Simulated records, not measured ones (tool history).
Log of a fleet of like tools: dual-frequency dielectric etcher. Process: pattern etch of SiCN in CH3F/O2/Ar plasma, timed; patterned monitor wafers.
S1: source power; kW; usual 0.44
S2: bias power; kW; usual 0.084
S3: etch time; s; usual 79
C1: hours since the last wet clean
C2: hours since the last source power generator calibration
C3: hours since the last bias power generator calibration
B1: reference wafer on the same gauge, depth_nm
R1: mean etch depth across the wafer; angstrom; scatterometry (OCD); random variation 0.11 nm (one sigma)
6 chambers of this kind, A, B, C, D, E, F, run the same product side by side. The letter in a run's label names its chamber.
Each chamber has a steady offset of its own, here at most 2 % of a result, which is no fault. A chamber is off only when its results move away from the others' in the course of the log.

{"hour": 8.5, "done": "chamber D: wet clean of the chamber"}
{"run": "1C", "hour": 8.7, "S1": 0.44, "S2": 0.084, "S3": 79, "C1": 389.5, "C2": 1875.9, "C3": 1541.4, "B1": 33.293, "R1": 319.96}
{"run": "2B", "hour": 18.1, "S1": 0.44, "S2": 0.084, "S3": 79, "C1": 512.7, "C2": 1287.5, "C3": 3084.1, "B1": 33.284, "R1": 329.67}
{"hour": 29.3, "done": "chamber F: wet clean of the chamber"}
{"run": "3A", "hour": 30.4, "S1": 0.44, "S2": 0.084, "S3": 79, "C1": 191.3, "C2": 1994, "C3": 3726.6, "B1": 33.284, "R1": 324.99}
{"run": "4F", "hour": 38.9, "S1": 0.44, "S2": 0.084, "S3": 79, "C1": 9.7, "C2": 68.5, "C3": 2282.3, "B1": 33.316, "R1": 323.99}
{"run": "5E", "hour": 49.5, "S1": 0.44, "S2": 0.084, "S3": 79, "C1": 278.1, "C2": 788.9, "C3": 791.8, "B1": 33.314, "R1": 322.76}
{"run": "6D", "hour": 56.4, "S1": 0.44, "S2": 0.084, "S3": 79, "C1": 47.9, "C2": 166.5, "C3": 612, "B1": 33.311, "R1": 325.88}
{"run": "7D", "hour": 65.3, "S1": 0.44, "S2": 0.084, "S3": 79, "C1": 56.8, "C2": 175.4, "C3": 620.9, "B1": 33.278, "R1": 324.1}
{"run": "8E", "hour": 75.0, "S1": 0.44, "S2": 0.084, "S3": 79, "C1": 303.6, "C2": 814.4, "C3": 817.3, "B1": 33.323, "R1": 322.3}
{"run": "9B", "hour": 83.0, "S1": 0.44, "S2": 0.064, "S3": 79, "C1": 577.6, "C2": 1352.4, "C3": 3149, "B1": 33.325, "R1": 297.79}
{"run": "10F", "hour": 93.6, "S1": 0.44, "S2": 0.064, "S3": 79, "C1": 64.4, "C2": 123.2, "C3": 2337, "B1": 33.299, "R1": 293.56}
{"run": "11A", "hour": 105.5, "S1": 0.44, "S2": 0.064, "S3": 79, "C1": 266.4, "C2": 2069.1, "C3": 3801.7, "B1": 33.29, "R1": 296.19}
{"hour": 109.9, "done": "chamber A: bias power generator calibrated"}
{"run": "12C", "hour": 114.4, "S1": 0.44, "S2": 0.064, "S3": 79, "C1": 495.2, "C2": 1981.6, "C3": 1647.1, "B1": 33.265, "R1": 289.69}
{"run": "13A", "hour": 120.9, "S1": 0.44, "S2": 0.064, "S3": 79, "C1": 281.8, "C2": 2084.5, "C3": 11.1, "B1": 33.323, "R1": 292.97}
{"run": "14E", "hour": 128.5, "S1": 0.44, "S2": 0.064, "S3": 79, "C1": 357.1, "C2": 867.9, "C3": 870.8, "B1": 33.317, "R1": 292.23}
{"hour": 133.9, "done": "chamber B: wet clean of the chamber"}
{"run": "15F", "hour": 138.0, "S1": 0.44, "S2": 0.084, "S3": 79, "C1": 108.8, "C2": 167.6, "C3": 2381.4, "B1": 33.295, "R1": 323.37}
{"run": "16D", "hour": 145.3, "S1": 0.44, "S2": 0.084, "S3": 79, "C1": 136.8, "C2": 255.4, "C3": 700.9, "B1": 33.309, "R1": 324.04}
{"run": "17B", "hour": 157.2, "S1": 0.44, "S2": 0.084, "S3": 79, "C1": 23.4, "C2": 1426.6, "C3": 3223.2, "B1": 33.29, "R1": 329.83}
{"run": "18C", "hour": 166.1, "S1": 0.44, "S2": 0.066, "S3": 98, "C1": 546.9, "C2": 2033.3, "C3": 1698.8, "B1": 33.319, "R1": 366.31}
{"run": "19D", "hour": 177.4, "S1": 0.44, "S2": 0.066, "S3": 98, "C1": 168.9, "C2": 287.5, "C3": 733, "B1": 33.332, "R1": 369.8}
{"run": "20A", "hour": 187.6, "S1": 0.44, "S2": 0.066, "S3": 98, "C1": 348.5, "C2": 2151.2, "C3": 77.8, "B1": 33.286, "R1": 370.4}
{"run": "21E", "hour": 195.3, "S1": 0.44, "S2": 0.066, "S3": 98, "C1": 423.9, "C2": 934.7, "C3": 937.6, "B1": 33.304, "R1": 372.46}
{"hour": 204.9, "done": "chamber C: wet clean of the chamber"}
{"run": "22B", "hour": 205.3, "S1": 0.44, "S2": 0.066, "S3": 98, "C1": 71.5, "C2": 1474.7, "C3": 3271.3, "B1": 33.303, "R1": 373.82}
{"run": "23C", "hour": 211.3, "S1": 0.44, "S2": 0.066, "S3": 98, "C1": 6.5, "C2": 2078.5, "C3": 1744, "B1": 33.307, "R1": 362.51}
{"run": "24F", "hour": 220.2, "S1": 0.44, "S2": 0.084, "S3": 79, "C1": 191, "C2": 249.8, "C3": 2463.6, "B1": 33.306, "R1": 322.81}
{"run": "25B", "hour": 232.8, "S1": 0.38, "S2": 0.084, "S3": 79, "C1": 99, "C2": 1502.2, "C3": 3298.8, "B1": 33.327, "R1": 311.24}
{"run": "26C", "hour": 244.7, "S1": 0.38, "S2": 0.084, "S3": 79, "C1": 39.9, "C2": 2111.9, "C3": 1777.4, "B1": 33.301, "R1": 303.28}
{"run": "27F", "hour": 253.5, "S1": 0.38, "S2": 0.084, "S3": 79, "C1": 224.3, "C2": 283.1, "C3": 2496.9, "B1": 33.308, "R1": 307.21}
{"run": "28A", "hour": 265.0, "S1": 0.38, "S2": 0.084, "S3": 79, "C1": 425.9, "C2": 2228.6, "C3": 155.2, "B1": 33.292, "R1": 305.56}
{"run": "29D", "hour": 275.8, "S1": 0.38, "S2": 0.084, "S3": 79, "C1": 267.3, "C2": 385.9, "C3": 831.4, "B1": 33.305, "R1": 308.69}
{"run": "30E", "hour": 285.9, "S1": 0.38, "S2": 0.084, "S3": 79, "C1": 514.5, "C2": 1025.3, "C3": 1028.2, "B1": 33.312, "R1": 312.99}
{"run": "31C", "hour": 291.4, "S1": 0.44, "S2": 0.084, "S3": 79, "C1": 86.6, "C2": 2158.6, "C3": 1824.1, "B1": 33.337, "R1": 318.48}
{"run": "32B", "hour": 298.3, "S1": 0.44, "S2": 0.084, "S3": 79, "C1": 164.5, "C2": 1567.7, "C3": 3364.3, "B1": 33.289, "R1": 328.94}
{"run": "33E", "hour": 309.9, "S1": 0.44, "S2": 0.084, "S3": 79, "C1": 538.5, "C2": 1049.3, "C3": 1052.2, "B1": 33.291, "R1": 333.12}
{"run": "34D", "hour": 319.5, "S1": 0.44, "S2": 0.084, "S3": 79, "C1": 311, "C2": 429.6, "C3": 875.1, "B1": 33.319, "R1": 325.92}
{"hour": 324.1, "done": "chamber A: wet clean of the chamber"}
{"run": "35F", "hour": 328.3, "S1": 0.44, "S2": 0.084, "S3": 79, "C1": 299.1, "C2": 357.9, "C3": 2571.7, "B1": 33.335, "R1": 322.15}
{"run": "36A", "hour": 338.7, "S1": 0.44, "S2": 0.084, "S3": 79, "C1": 14.6, "C2": 2302.3, "C3": 228.9, "B1": 33.296, "R1": 321.77}
{"run": "37D", "hour": 351.2, "S1": 0.44, "S2": 0.084, "S3": 79, "C1": 342.7, "C2": 461.3, "C3": 906.8, "B1": 33.319, "R1": 325.62}
{"run": "38B", "hour": 361.7, "S1": 0.44, "S2": 0.084, "S3": 79, "C1": 227.9, "C2": 1631.1, "C3": 3427.7, "B1": 33.305, "R1": 328.63}
{"hour": 364.2, "done": "chamber F: wet clean of the chamber"}
{"run": "39C", "hour": 368.2, "S1": 0.44, "S2": 0.084, "S3": 79, "C1": 163.4, "C2": 2235.4, "C3": 1900.9, "B1": 33.289, "R1": 320.2}
{"run": "40A", "hour": 380.5, "S1": 0.44, "S2": 0.084, "S3": 79, "C1": 56.4, "C2": 2344.1, "C3": 270.7, "B1": 33.292, "R1": 326.02}
{"run": "41E", "hour": 389.3, "S1": 0.44, "S2": 0.084, "S3": 79, "C1": 617.9, "C2": 1128.7, "C3": 1131.6, "B1": 33.303, "R1": 334.67}
{"run": "42F", "hour": 399.5, "S1": 0.44, "S2": 0.084, "S3": 79, "C1": 35.3, "C2": 429.1, "C3": 2642.9, "B1": 33.315, "R1": 321.68}
{"run": "43A", "hour": 406.4, "S1": 0.44, "S2": 0.084, "S3": 79, "C1": 82.3, "C2": 2370, "C3": 296.6, "B1": 33.321, "R1": 325.2}

Is one chamber off against the others, does the gauge drift, or is nothing wrong? If a chamber is off, say which, and what the likeliest cause is.

Chamber E drifts away from the others.
Cause: etch rate over this chamber's usual, % = 3.59.

Here are 4 candidates for chamber E's next run, each the usual settings with a change, their results left as question marks. Which one brings its results back in line with what the others give on the usual settings?
In line means no further than this from the other chambers' mean on the usual settings: R1 3.8 angstrom
{"run": "44E-1", "hour": 415.4, "S1": 0.44, "S2": 0.071, "S3": 79, "R1": "?"}
{"run": "44E-2", "hour": 415.4, "S1": 0.44, "S2": 0.085, "S3": 81, "R1": "?"}
{"run": "44E-3", "hour": 415.4, "S1": 0.44, "S2": 0.076, "S3": 79, "R1": "?"}
{"run": "44E-4", "hour": 415.4, "S1": 0.45, "S2": 0.085, "S3": 83, "R1": "?"}

The other chambers' mean on the usual settings: R1 324.4 angstrom
run=44E-1 R1=315.33
run=44E-2 R1=345.1
run=44E-3 R1=323.12
run=44E-4 R1=356.55
44E-3 brings the chamber back in line.

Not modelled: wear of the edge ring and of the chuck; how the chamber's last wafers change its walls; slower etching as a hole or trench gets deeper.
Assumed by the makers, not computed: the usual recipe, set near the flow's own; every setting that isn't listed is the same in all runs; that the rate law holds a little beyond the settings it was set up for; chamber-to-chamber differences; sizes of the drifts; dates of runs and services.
